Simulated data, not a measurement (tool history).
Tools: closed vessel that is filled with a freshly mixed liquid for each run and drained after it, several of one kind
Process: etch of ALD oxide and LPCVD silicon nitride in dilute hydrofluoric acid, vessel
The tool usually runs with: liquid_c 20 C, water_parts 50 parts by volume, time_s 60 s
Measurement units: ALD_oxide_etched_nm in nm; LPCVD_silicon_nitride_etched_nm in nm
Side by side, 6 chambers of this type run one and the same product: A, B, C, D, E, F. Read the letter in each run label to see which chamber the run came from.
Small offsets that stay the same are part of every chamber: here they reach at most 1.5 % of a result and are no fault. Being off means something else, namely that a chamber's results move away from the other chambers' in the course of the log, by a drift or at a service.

run	hour	liquid_c	water_parts	time_s	read-back film thickness of the ALD oxide reference wafer, read on the same gauge (nm)	read-back film thickness of the LPCVD silicon nitride reference wafer, read on the same gauge (nm)	ALD_oxide_etched_nm	LPCVD_silicon_nitride_etched_nm
1C	6.6	20	50	60	119.94	99.988	31.155	0.50027
2D	20.8	20	50	60	119.96	100.010	31.176	0.44913
3E	32.4	20	50	60	120.00	99.966	30.837	0.52174
4B	42.8	20	50	60	120.01	99.963	31.179	0.47324
5A	49.8	20	50	60	120.02	100.020	30.791	0.49497
6F	58.3	20	50	60	119.96	99.971	31.301	0.51897
# hour 58.7: chamber A: hydrofluoric acid flow meter replaced
7A	69.5	20	50	60	119.98	99.998	30.724	0.51999
8D	80.5	20	50	60	120.00	100.000	31.588	0.50181
9C	93.2	20	50	60	119.99	100.010	30.939	0.50975
10B	106.2	20	50	60	119.99	100.020	31.375	0.51676
11E	117.3	20	50	60	120.03	99.983	30.571	0.52994
12F	125.1	20	50	60	119.98	99.998	30.822	0.51613
# hour 128.8: chamber A: thermometer replaced
13C	136.2	23	70	60	120.03	99.983	23.865	0.43079
14D	147.0	23	70	60	120.01	100.000	24.761	0.47062
# hour 155.8: chamber E: thermometer replaced
15B	158.1	23	70	60	119.96	99.989	24.124	0.43010
16E	164.5	23	70	60	119.99	99.991	24.261	0.48244
17F	174.7	23	70	60	119.99	99.989	24.726	0.47315
18A	183.2	23	70	60	120.00	100.000	24.373	0.48699
19F	194.9	20	50	60	120.03	99.991	30.934	0.49553
# hour 202.5: chamber D: thermometer replaced
20D	205.1	20	50	60	120.02	100.020	30.832	0.48961
21E	216.5	20	50	60	120.06	100.010	31.040	0.49490
22B	226.7	20	50	60	120.03	100.020	31.274	0.49961
23C	234.6	20	50	60	120.00	99.994	28.987	0.46644
# hour 239.5: chamber B: thermometer replaced
24A	248.4	20	50	60	120.00	99.992	31.281	0.51794
25D	255.4	20	50	60	119.99	100.020	31.128	0.49788
26E	266.1	20	50	60	119.99	100.040	30.825	0.49338
27A	278.2	20	50	60	120.01	100.010	30.923	0.51915
28F	292.3	20	50	60	119.97	100.010	31.131	0.43227
29C	303.1	20	50	60	120.01	100.010	29.057	0.46227
30B	315.9	20	50	60	120.00	100.010	31.159	0.51225
31F	326.3	20	50	60	120.01	99.983	30.646	0.50875
32B	334.5	20	50	60	120.00	100.030	31.017	0.51226
33C	344.1	20	50	85	119.98	100.020	40.745	0.67655
34E	354.3	20	50	85	120.01	100.000	43.000	0.81136
35D	362.1	20	50	85	119.99	100.000	44.088	0.71931
36A	373.4	20	50	85	119.99	99.975	43.680	0.72849
37E	386.7	20	50	85	120.02	100.020	43.739	0.68756
# hour 400.0: chamber D: hydrofluoric acid flow meter replaced
38A	400.6	20	50	85	119.96	100.020	44.003	0.70475
39B	414.6	20	50	60	120.01	100.040	31.059	0.52207
40D	427.0	20	50	60	120.01	100.040	31.495	0.56516
41C	435.3	20	50	60	120.03	99.992	28.252	0.44750
42F	443.3	17	50	30	119.98	100.000	13.680	0.22257
43A	452.0	17	50	30	119.99	99.996	13.648	0.19847

The same settings go to every chamber for the next run, one line per chamber below. Forecast the results for each:
44A	462.2	25	50	60			?	?
44B	462.2	25	50	60			?	?
44C	462.2	25	50	60			?	?
44D	462.2	25	50	60			?	?
44E	462.2	25	50	60			?	?
44F	462.2	25	50	60			?	?

run	ALD_oxide_etched_nm	LPCVD_silicon_nitride_etched_nm
44A	38.370	0.69836
44B	38.360	0.74212
44C	34.389	0.62505
44D	38.492	0.73273
44E	37.972	0.74280
44F	38.253	0.69915

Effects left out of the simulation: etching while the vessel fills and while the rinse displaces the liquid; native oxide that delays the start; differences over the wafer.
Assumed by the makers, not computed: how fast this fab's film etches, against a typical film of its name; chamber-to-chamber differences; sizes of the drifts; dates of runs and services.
